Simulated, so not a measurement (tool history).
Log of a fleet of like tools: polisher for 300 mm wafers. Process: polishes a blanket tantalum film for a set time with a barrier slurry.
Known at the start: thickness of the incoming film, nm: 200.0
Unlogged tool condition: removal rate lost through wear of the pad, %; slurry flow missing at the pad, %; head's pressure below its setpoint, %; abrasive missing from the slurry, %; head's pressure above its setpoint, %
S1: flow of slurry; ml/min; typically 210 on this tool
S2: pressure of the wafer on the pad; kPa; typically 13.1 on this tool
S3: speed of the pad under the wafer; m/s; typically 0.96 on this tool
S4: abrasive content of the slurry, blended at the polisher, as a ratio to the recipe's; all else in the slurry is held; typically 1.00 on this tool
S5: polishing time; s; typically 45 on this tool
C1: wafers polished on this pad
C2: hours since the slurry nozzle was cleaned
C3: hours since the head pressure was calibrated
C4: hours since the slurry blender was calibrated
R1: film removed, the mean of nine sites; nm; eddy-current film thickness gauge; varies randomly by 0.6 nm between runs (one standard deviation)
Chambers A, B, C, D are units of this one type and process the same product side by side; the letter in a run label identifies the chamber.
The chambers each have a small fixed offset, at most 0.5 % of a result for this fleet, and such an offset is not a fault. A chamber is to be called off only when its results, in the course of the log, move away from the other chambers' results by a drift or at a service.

| run | hour | S1 | S2 | S3 | S4 | S5 | C1 | C2 | C3 | C4 | R1 |
|---|---|---|---|---|---|---|---|---|---|---|---|
| 1C | 7.6 | 210 | 13.1 | 0.96 | 1.00 | 45 | 576 | 229.9 | 129.8 | 242.8 | 79.742 |
| 2D | 14.1 | 210 | 13.1 | 0.96 | 1.00 | 45 | 354 | 140.0 | 83.9 | 76.8 | 81.442 |
|  | 14.9 | chamber C: worn pad replaced by a new one |
| 3A | 20.6 | 210 | 13.1 | 0.96 | 1.00 | 45 | 430 | 433.0 | 309.9 | 48.4 | 80.158 |
|  | 24.6 | chamber B: worn pad replaced by a new one |
| 4B | 28.8 | 210 | 13.1 | 0.96 | 1.00 | 45 | 44 | 435.7 | 147.0 | 231.0 | 81.079 |
| 5D | 34.6 | 210 | 17.2 | 0.96 | 1.00 | 45 | 569 | 160.5 | 104.4 | 97.3 | 107.120 |
| 6A | 41.6 | 210 | 17.2 | 0.96 | 1.00 | 45 | 650 | 454.0 | 330.9 | 69.4 | 104.430 |
| 7C | 51.3 | 210 | 17.2 | 0.96 | 1.00 | 45 | 382 | 273.6 | 173.5 | 286.5 | 106.600 |
|  | 51.8 | chamber B: slurry nozzle cleaned |
| 8B | 61.4 | 210 | 17.2 | 0.96 | 1.00 | 45 | 386 | 9.7 | 179.6 | 263.6 | 105.090 |
| 9D | 70.0 | 210 | 13.1 | 0.96 | 1.00 | 45 | 940 | 195.9 | 139.8 | 132.7 | 80.533 |
| 10B | 78.1 | 210 | 13.1 | 0.96 | 1.00 | 45 | 561 | 26.4 | 196.3 | 280.3 | 80.556 |
|  | 82.7 | chamber C: slurry blender recalibrated |
|  | 83.1 | chamber B: worn pad replaced by a new one |
|  | 86.6 | chamber C: worn pad replaced by a new one |
| 11C | 89.4 | 210 | 13.1 | 0.96 | 1.00 | 45 | 29 | 311.7 | 211.6 | 6.7 | 81.398 |
|  | 97.7 | chamber A: slurry nozzle cleaned |
| 12A | 98.1 | 210 | 9.0 | 0.96 | 1.00 | 45 | 1243 | 0.4 | 387.4 | 125.9 | 54.500 |
| 13A | 106.2 | 210 | 9.0 | 0.96 | 1.00 | 45 | 1327 | 8.5 | 395.5 | 134.0 | 54.416 |
|  | 106.5 | chamber D: worn pad replaced by a new one |
|  | 111.1 | chamber D: slurry blender recalibrated |
| 14B | 117.6 | 210 | 9.0 | 0.96 | 1.00 | 45 | 362 | 65.9 | 235.8 | 319.8 | 54.375 |
| 15C | 128.8 | 210 | 9.0 | 0.96 | 1.00 | 45 | 442 | 351.1 | 251.0 | 46.1 | 54.566 |
| 16D | 136.9 | 210 | 13.1 | 0.96 | 1.00 | 45 | 319 | 262.8 | 206.7 | 25.8 | 80.122 |
|  | 141.3 | chamber B: slurry blender recalibrated |
| 17B | 142.4 | 210 | 13.1 | 0.96 | 1.00 | 45 | 622 | 90.7 | 260.6 | 1.1 | 80.652 |
|  | 150.4 | chamber C: worn pad replaced by a new one |
| 18C | 150.9 | 210 | 13.1 | 0.96 | 1.00 | 45 | 5 | 373.2 | 273.1 | 68.2 | 80.121 |
|  | 153.6 | chamber B: worn pad replaced by a new one |
| 19D | 160.1 | 210 | 13.1 | 0.96 | 1.00 | 45 | 562 | 286.0 | 229.9 | 49.0 | 81.830 |
| 20A | 165.8 | 210 | 13.1 | 0.96 | 1.00 | 45 | 1952 | 68.1 | 455.1 | 193.6 | 77.814 |
| 21B | 172.1 | 210 | 13.1 | 0.96 | 1.00 | 45 | 193 | 120.4 | 290.3 | 30.8 | 80.064 |
| 22D | 178.0 | 210 | 13.1 | 0.96 | 1.00 | 45 | 750 | 303.9 | 247.8 | 66.9 | 80.629 |
| 23C | 188.8 | 210 | 13.1 | 0.96 | 1.20 | 45 | 403 | 411.1 | 311.0 | 106.1 | 85.336 |
| 24A | 194.8 | 210 | 13.1 | 0.96 | 1.20 | 45 | 2256 | 97.1 | 484.1 | 222.6 | 81.278 |
| 25D | 203.2 | 210 | 13.1 | 0.96 | 1.20 | 45 | 1014 | 329.1 | 273.0 | 92.1 | 85.884 |
| 26A | 208.4 | 210 | 13.1 | 0.96 | 1.20 | 45 | 2399 | 110.7 | 497.7 | 236.2 | 80.637 |
| 27C | 215.2 | 210 | 13.1 | 0.96 | 1.00 | 55 | 679 | 437.5 | 337.4 | 132.5 | 98.747 |
|  | 217.8 | chamber B: worn pad replaced by a new one |
| 28B | 221.7 | 210 | 13.1 | 0.96 | 1.00 | 55 | 41 | 170.0 | 339.9 | 80.4 | 98.251 |
|  | 224.1 | chamber C: worn pad replaced by a new one |
| 29D | 229.0 | 210 | 13.1 | 0.96 | 1.00 | 55 | 1285 | 354.9 | 298.8 | 117.9 | 98.159 |
| 30A | 239.4 | 210 | 13.1 | 0.96 | 1.00 | 55 | 2724 | 141.7 | 528.7 | 267.2 | 93.765 |
| 31B | 249.6 | 210 | 13.1 | 0.96 | 1.00 | 45 | 333 | 197.9 | 367.8 | 108.3 | 80.577 |
|  | 250.5 | chamber D: worn pad replaced by a new one |
| 32C | 260.6 | 210 | 13.1 | 0.96 | 1.00 | 45 | 382 | 482.9 | 382.8 | 177.9 | 80.357 |
|  | 269.1 | chamber D: slurry blender recalibrated |
| 33A | 270.3 | 210 | 13.1 | 0.96 | 1.00 | 45 | 3048 | 172.6 | 559.6 | 298.1 | 75.423 |
|  | 276.6 | chamber A: slurry blender recalibrated |
| 34C | 281.5 | 210 | 13.1 | 0.96 | 1.00 | 45 | 602 | 503.8 | 403.7 | 198.8 | 81.454 |
| 35B | 287.9 | 210 | 13.1 | 0.96 | 1.00 | 45 | 735 | 236.2 | 406.1 | 146.6 | 79.289 |
|  | 291.3 | chamber C: worn pad replaced by a new one |
|  | 296.4 | chamber B: worn pad replaced by a new one |
| 36D | 298.8 | 210 | 13.1 | 0.96 | 1.00 | 45 | 506 | 424.7 | 368.6 | 29.7 | 81.129 |
| 37C | 306.2 | 210 | 13.1 | 0.96 | 1.00 | 45 | 156 | 528.5 | 428.4 | 223.5 | 80.858 |
| 38B | 317.6 | 210 | 13.1 | 0.96 | 1.00 | 45 | 222 | 265.9 | 435.8 | 176.3 | 80.383 |
|  | 319.0 | chamber D: slurry nozzle cleaned |
| 39A | 328.2 | 210 | 13.1 | 0.96 | 1.00 | 45 | 3655 | 230.5 | 617.5 | 51.7 | 73.160 |
| 40D | 333.9 | 210 | 11.0 | 0.96 | 0.75 | 45 | 874 | 14.9 | 403.7 | 64.8 | 62.007 |
| 41C | 343.0 | 210 | 11.0 | 0.96 | 0.75 | 45 | 542 | 565.3 | 465.2 | 260.3 | 62.191 |

One chamber off, gauge drift, or nothing amiss beyond the chambers' own small offsets? If it is a chamber, which one, and what is the likeliest cause?

It is chamber A that slowly wanders off from its peers.
Likeliest cause: removal rate lost through wear of the pad, % = 8.85.
It could be hard to tell apart here from: slurry flow missing at the pad, %; head's pressure below its setpoint, %.

Which of the 4 candidates below, each the usual settings with something changed and its results left as question marks, puts chamber A back in line with what the other chambers give on the usual settings?
Allowed miss from the other chambers' usual-settings mean, per result, to count as in line: R1 2.100 nm
| 42A-1 | 351.2 | 215 | 13.1 | 1.18 | 1.05 | 45 |  |  |  |  | ? |
| 42A-2 | 351.2 | 210 | 13.8 | 1.02 | 1.00 | 45 |  |  |  |  | ? |
| 42A-3 | 351.2 | 210 | 13.1 | 0.78 | 1.00 | 45 |  |  |  |  | ? |
| 42A-4 | 351.2 | 210 | 11.7 | 0.96 | 1.00 | 45 |  |  |  |  | ? |

Mean of the other chambers on the usual settings: R1 80.729 nm
| run | R1 |
|---|---|
| 42A-1 | 91.247 |
| 42A-2 | 81.672 |
| 42A-3 | 59.261 |
| 42A-4 | 65.272 |
It is 42A-2 that realigns the chamber with its peers.
